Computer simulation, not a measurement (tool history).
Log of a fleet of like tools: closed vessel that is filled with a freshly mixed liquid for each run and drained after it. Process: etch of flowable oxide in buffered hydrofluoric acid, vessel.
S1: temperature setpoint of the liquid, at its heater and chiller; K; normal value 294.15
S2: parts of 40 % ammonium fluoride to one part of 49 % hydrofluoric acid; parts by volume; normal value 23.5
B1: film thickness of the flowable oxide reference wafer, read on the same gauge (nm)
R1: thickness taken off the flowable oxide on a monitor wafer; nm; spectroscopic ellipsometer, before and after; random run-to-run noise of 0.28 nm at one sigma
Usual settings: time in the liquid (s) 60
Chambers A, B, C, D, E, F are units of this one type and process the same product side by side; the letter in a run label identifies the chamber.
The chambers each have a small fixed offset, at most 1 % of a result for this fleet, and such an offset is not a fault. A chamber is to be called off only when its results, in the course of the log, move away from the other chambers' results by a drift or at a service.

{"run": "1B", "hour": 7.2, "S1": 294.15, "S2": 23.5, "time in the liquid (s)": 60, "B1": 29.952, "R1": 78.154}
{"run": "2E", "hour": 21.0, "S1": 294.15, "S2": 23.5, "time in the liquid (s)": 60, "B1": 29.929, "R1": 78.091}
{"run": "3A", "hour": 34.7, "S1": 294.15, "S2": 23.5, "time in the liquid (s)": 60, "B1": 30.003, "R1": 78.778}
{"run": "4F", "hour": 47.9, "S1": 294.15, "S2": 23.5, "time in the liquid (s)": 60, "B1": 29.985, "R1": 77.674}
{"run": "5D", "hour": 60.3, "S1": 294.15, "S2": 23.5, "time in the liquid (s)": 60, "B1": 29.989, "R1": 78.58}
{"run": "6C", "hour": 69.5, "S1": 294.15, "S2": 23.5, "time in the liquid (s)": 60, "B1": 29.975, "R1": 79.128}
{"run": "7A", "hour": 79.4, "S1": 294.15, "S2": 23.5, "time in the liquid (s)": 60, "B1": 29.996, "R1": 78.562}
{"run": "8F", "hour": 86.7, "S1": 294.15, "S2": 23.5, "time in the liquid (s)": 60, "B1": 29.996, "R1": 78.056}
{"run": "9C", "hour": 99.9, "S1": 294.15, "S2": 23.5, "time in the liquid (s)": 60, "B1": 30.004, "R1": 79.494}
{"run": "10D", "hour": 113.2, "S1": 294.15, "S2": 23.5, "time in the liquid (s)": 60, "B1": 29.944, "R1": 78.35}
{"run": "11B", "hour": 126.6, "S1": 294.15, "S2": 23.5, "time in the liquid (s)": 60, "B1": 29.979, "R1": 78.622}
{"run": "12E", "hour": 136.2, "S1": 294.15, "S2": 23.5, "time in the liquid (s)": 60, "B1": 29.964, "R1": 78.114}
{"run": "13B", "hour": 147.9, "S1": 294.15, "S2": 23.5, "time in the liquid (s)": 60, "B1": 30.005, "R1": 78.001}
{"run": "14D", "hour": 158.4, "S1": 294.15, "S2": 23.5, "time in the liquid (s)": 60, "B1": 29.988, "R1": 77.746}
{"run": "15F", "hour": 165.2, "S1": 294.15, "S2": 23.5, "time in the liquid (s)": 35, "B1": 30.032, "R1": 45.431}
{"run": "16A", "hour": 175.0, "S1": 294.15, "S2": 23.5, "time in the liquid (s)": 35, "B1": 30.007, "R1": 46.443}
{"run": "17C", "hour": 181.9, "S1": 294.15, "S2": 23.5, "time in the liquid (s)": 35, "B1": 29.973, "R1": 46.193}
{"run": "18E", "hour": 189.6, "S1": 294.15, "S2": 23.5, "time in the liquid (s)": 35, "B1": 30.005, "R1": 45.816}
{"run": "19C", "hour": 196.9, "S1": 294.15, "S2": 23.5, "time in the liquid (s)": 35, "B1": 29.996, "R1": 46.013}
{"run": "20F", "hour": 209.1, "S1": 294.15, "S2": 23.5, "time in the liquid (s)": 35, "B1": 30.05, "R1": 45.307}
{"run": "21E", "hour": 215.8, "S1": 294.15, "S2": 23.5, "time in the liquid (s)": 60, "B1": 30.025, "R1": 78.015}
{"run": "22A", "hour": 228.8, "S1": 294.15, "S2": 23.5, "time in the liquid (s)": 60, "B1": 30.023, "R1": 80.526}
{"run": "23D", "hour": 239.3, "S1": 294.15, "S2": 23.5, "time in the liquid (s)": 75, "B1": 29.961, "R1": 97.826}
{"run": "24B", "hour": 248.5, "S1": 294.15, "S2": 23.5, "time in the liquid (s)": 75, "B1": 30.055, "R1": 97.708}
{"run": "25B", "hour": 255.1, "S1": 294.15, "S2": 23.5, "time in the liquid (s)": 75, "B1": 30.023, "R1": 97.329}
{"run": "26C", "hour": 268.3, "S1": 294.15, "S2": 23.5, "time in the liquid (s)": 75, "B1": 29.975, "R1": 98.095}
{"run": "27D", "hour": 277.3, "S1": 294.15, "S2": 23.5, "time in the liquid (s)": 75, "B1": 30.026, "R1": 97.55}
{"run": "28E", "hour": 289.1, "S1": 294.15, "S2": 23.5, "time in the liquid (s)": 75, "B1": 30.016, "R1": 97.969}
{"run": "29F", "hour": 301.3, "S1": 294.15, "S2": 23.5, "time in the liquid (s)": 60, "B1": 29.994, "R1": 77.854}
{"run": "30A", "hour": 312.7, "S1": 294.15, "S2": 23.5, "time in the liquid (s)": 60, "B1": 30.069, "R1": 80.943}
{"run": "31B", "hour": 321.2, "S1": 294.15, "S2": 29.5, "time in the liquid (s)": 85, "B1": 30.013, "R1": 94.511}
{"run": "32C", "hour": 327.4, "S1": 294.15, "S2": 29.5, "time in the liquid (s)": 85, "B1": 30.016, "R1": 95.823}
{"hour": 330.2, "done": "chamber C: thermometer replaced"}
{"run": "33D", "hour": 336.3, "S1": 294.15, "S2": 29.5, "time in the liquid (s)": 85, "B1": 30.037, "R1": 94.734}
{"run": "34E", "hour": 343.1, "S1": 294.15, "S2": 29.5, "time in the liquid (s)": 85, "B1": 29.997, "R1": 94.794}
{"run": "35A", "hour": 354.9, "S1": 294.15, "S2": 29.5, "time in the liquid (s)": 85, "B1": 29.996, "R1": 97.461}
{"run": "36F", "hour": 368.5, "S1": 294.15, "S2": 29.5, "time in the liquid (s)": 85, "B1": 30.062, "R1": 94.005}
{"run": "37C", "hour": 374.5, "S1": 294.15, "S2": 18, "time in the liquid (s)": 60, "B1": 30.024, "R1": 98.253}
{"run": "38D", "hour": 388.5, "S1": 294.15, "S2": 18, "time in the liquid (s)": 60, "B1": 29.977, "R1": 97.789}
{"run": "39F", "hour": 394.8, "S1": 294.15, "S2": 18, "time in the liquid (s)": 60, "B1": 29.972, "R1": 96.986}
{"run": "40E", "hour": 408.4, "S1": 294.15, "S2": 18, "time in the liquid (s)": 60, "B1": 30.025, "R1": 97.03}
{"run": "41A", "hour": 414.9, "S1": 294.15, "S2": 18, "time in the liquid (s)": 60, "B1": 29.971, "R1": 102.72}
{"run": "42B", "hour": 422.7, "S1": 294.15, "S2": 18, "time in the liquid (s)": 60, "B1": 29.944, "R1": 96.658}
{"run": "43E", "hour": 436.1, "S1": 294.15, "S2": 30, "time in the liquid (s)": 60, "B1": 30.05, "R1": 66.179}
{"run": "44D", "hour": 448.0, "S1": 294.15, "S2": 30, "time in the liquid (s)": 60, "B1": 29.999, "R1": 65.941}

What goes on in this fleet: one chamber off, a drifting gauge, or nothing beyond the chambers' own small offsets? Name the chamber and the cause, if any.

One chamber, A, drifts off from the rest bit by bit.
Cause: hydrofluoric acid flow above the setpoint (%) = 5.87.
The log may not tell that from: liquid hotter than its thermometer reads (K).

Below are 4 candidate recipes for chamber A's next run, each the usual settings with a change, their results shown as question marks. Which of them brings A's results back in line with what the other chambers give on the usual settings?
Maximum distance from the other chambers' mean on the usual settings for a result to count as in line: R1 0.98 nm
{"run": "45A-1", "hour": 458.0, "S1": 294.15, "S2": 23, "time in the liquid (s)": 60, "R1": "?"}
{"run": "45A-2", "hour": 458.0, "S1": 294.15, "S2": 24, "time in the liquid (s)": 60, "R1": "?"}
{"run": "45A-3", "hour": 458.0, "S1": 294.15, "S2": 25, "time in the liquid (s)": 60, "R1": "?"}
{"run": "45A-4", "hour": 458.0, "S1": 294.15, "S2": 22, "time in the liquid (s)": 60, "R1": "?"}

The mean the other chambers reach with the usual settings: R1 78.257 nm
run=45A-1 R1=83.003
run=45A-2 R1=80.588
run=45A-3 R1=78.335
run=45A-4 R1=85.605
It is 45A-3 that realigns the chamber with its peers.
